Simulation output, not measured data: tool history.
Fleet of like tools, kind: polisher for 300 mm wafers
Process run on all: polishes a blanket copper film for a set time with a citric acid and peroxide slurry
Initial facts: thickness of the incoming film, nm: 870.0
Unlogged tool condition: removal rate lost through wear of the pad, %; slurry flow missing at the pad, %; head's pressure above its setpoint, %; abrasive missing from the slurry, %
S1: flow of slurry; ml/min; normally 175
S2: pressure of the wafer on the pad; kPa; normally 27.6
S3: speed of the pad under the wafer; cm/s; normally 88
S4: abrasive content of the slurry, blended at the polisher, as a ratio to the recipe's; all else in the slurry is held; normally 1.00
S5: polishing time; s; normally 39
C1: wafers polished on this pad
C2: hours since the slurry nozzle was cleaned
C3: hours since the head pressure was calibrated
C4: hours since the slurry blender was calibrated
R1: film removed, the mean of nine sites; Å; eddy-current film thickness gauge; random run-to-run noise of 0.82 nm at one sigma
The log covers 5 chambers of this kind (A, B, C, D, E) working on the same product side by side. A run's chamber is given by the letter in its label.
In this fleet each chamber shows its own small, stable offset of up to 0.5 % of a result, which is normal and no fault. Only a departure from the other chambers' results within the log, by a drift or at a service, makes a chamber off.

Run 1E, hour 5.1: usual settings; C1 1037; C2 132.2; C3 16.8; C4 211.8. Result: R1 1069.60 Å.
At hour 6.4: chamber A: worn pad replaced by a new one.
Run 2B, hour 9.5: usual settings; C1 251; C2 156.4; C3 207.6; C4 226.7. Result: R1 1052.00 Å.
Run 3A, hour 16.3: usual settings; C1 148; C2 142.5; C3 172.8; C4 211.5. Result: R1 1064.50 Å.
Run 4C, hour 22.3: usual settings; C1 418; C2 27.1; C3 253.3; C4 126.1. Result: R1 1081.00 Å.
At hour 23.8: chamber E: worn pad replaced by a new one.
Run 5D, hour 26.2: usual settings; C1 549; C2 381.3; C3 481.0; C4 66.2. Result: R1 1078.30 Å.
Run 6A, hour 33.3: usual settings; C1 402; C2 159.5; C3 189.8; C4 228.5. Result: R1 1066.50 Å.
Run 7D, hour 37.9: usual settings; C1 724; C2 393.0; C3 492.7; C4 77.9. Result: R1 1079.40 Å.
Run 8B, hour 41.8: usual settings; C1 734; C2 188.7; C3 239.9; C4 259.0. Result: R1 1049.20 Å.
Run 9C, hour 45.6: usual settings but S4 1.25, S5 44 s; C1 767; C2 50.4; C3 276.6; C4 149.4. Result: R1 1257.20 Å.
Run 10E, hour 50.1: usual settings but S4 1.25, S5 44 s; C1 394; C2 177.2; C3 61.8; C4 256.8. Result: R1 1251.10 Å.
Run 11D, hour 54.8: usual settings but S4 1.25, S5 44 s; C1 976; C2 409.9; C3 509.6; C4 94.8. Result: R1 1270.60 Å.
Run 12A, hour 58.7: usual settings but S4 1.25, S5 44 s; C1 782; C2 184.9; C3 215.2; C4 253.9. Result: R1 1253.20 Å.
Run 13E, hour 64.3: usual settings but S4 1.25, S5 44 s; C1 606; C2 191.4; C3 76.0; C4 271.0. Result: R1 1277.70 Å.
At hour 69.6: chamber A: slurry blender recalibrated.
Run 14C, hour 70.2: usual settings; C1 1134; C2 75.0; C3 301.2; C4 174.0. Result: R1 1069.90 Å.
Run 15B, hour 77.7: usual settings; C1 1271; C2 224.6; C3 275.8; C4 294.9. Result: R1 1060.20 Å.
At hour 79.7: chamber B: worn pad replaced by a new one.
Run 16B, hour 83.6: usual settings; C1 59; C2 230.5; C3 281.7; C4 300.8. Result: R1 1056.10 Å.
At hour 85.6: chamber C: worn pad replaced by a new one.
Run 17D, hour 91.1: usual settings; C1 1519; C2 446.2; C3 545.9; C4 131.1. Result: R1 1044.10 Å.
At hour 95.6: chamber C: slurry blender recalibrated.
Run 18C, hour 96.4: usual settings; C1 161; C2 101.2; C3 327.4; C4 0.9. Result: R1 1045.30 Å.
Run 19E, hour 102.7: usual settings but S2 36.5 kPa, S3 106 cm/s; C1 1180; C2 229.8; C3 114.4; C4 309.4. Result: R1 1680.80 Å.
At hour 109.0: chamber A: worn pad replaced by a new one.
Run 20A, hour 109.1: usual settings but S2 36.5 kPa, S3 106 cm/s; C1 2; C2 235.3; C3 265.6; C4 39.6. Result: R1 1701.20 Å.
Run 21A, hour 113.6: usual settings but S2 36.5 kPa, S3 106 cm/s; C1 69; C2 239.8; C3 270.1; C4 44.1. Result: R1 1693.20 Å.
At hour 114.3: chamber E: worn pad replaced by a new one.
Run 22E, hour 117.8: usual settings but S2 36.5 kPa, S3 106 cm/s; C1 53; C2 244.9; C3 129.5; C4 324.5. Result: R1 1680.60 Å.
Run 23B, hour 122.3: usual settings but S2 36.5 kPa, S3 106 cm/s; C1 637; C2 269.2; C3 320.4; C4 339.5. Result: R1 1688.60 Å.
Run 24C, hour 127.6: usual settings; C1 628; C2 132.4; C3 358.6; C4 32.1. Result: R1 1063.30 Å.
Run 25D, hour 133.8: usual settings; C1 2157; C2 488.9; C3 588.6; C4 173.8. Result: R1 1008.00 Å.
Run 26A, hour 137.3: usual settings; C1 423; C2 263.5; C3 293.8; C4 67.8. Result: R1 1070.60 Å.
Run 27D, hour 145.2: usual settings; C1 2328; C2 500.3; C3 600.0; C4 185.2. Result: R1 1004.70 Å.
At hour 151.3: chamber B: worn pad replaced by a new one.
Run 28B, hour 151.4: usual settings; C1 2; C2 298.3; C3 349.5; C4 368.6. Result: R1 1059.10 Å.
Run 29C, hour 159.4: usual settings; C1 1103; C2 164.2; C3 390.4; C4 63.9. Result: R1 1060.20 Å.
Run 30E, hour 164.8: usual settings; C1 756; C2 291.9; C3 176.5; C4 371.5. Result: R1 1064.80 Å.
Run 31B, hour 169.0: usual settings; C1 265; C2 315.9; C3 367.1; C4 386.2. Result: R1 1065.00 Å.

Is one chamber out of step, is the gauge drifting, or do the chambers differ by no more than their own small offsets? For an off chamber, give its letter and the likeliest cause.

Chamber D drifts away from the others.
Cause: removal rate lost through wear of the pad, % = 9.22.
With only this log, it may be confused with: slurry flow missing at the pad, %; head's pressure below its setpoint, %; abrasive missing from the slurry, %.

Here are 4 candidates for chamber D's next run, each the usual settings with a change, their results left as question marks. Which one brings its results back in line with what the others give on the usual settings?
To be in line, a result may differ from the other chambers' mean on the usual settings by at most: R1 29.00 Å
Run 32D-1, hour 174.9: usual settings but S1 180 ml/min, S3 102 cm/s, S4 1.05. Result: R1 ?.
Run 32D-2, hour 174.9: usual settings but S2 26.2 kPa, S3 84 cm/s. Result: R1 ?.
Run 32D-3, hour 174.9: usual settings but S3 92 cm/s, S5 41 s. Result: R1 ?.
Run 32D-4, hour 174.9: usual settings but S2 23.4 kPa. Result: R1 ?.

What the other chambers average on the usual settings: R1 1064.40 Å
  run       R1
32D-1  1141.20
32D-2   883.67
32D-3  1067.80
32D-4   831.38
32D-3 brings the chamber back in line.
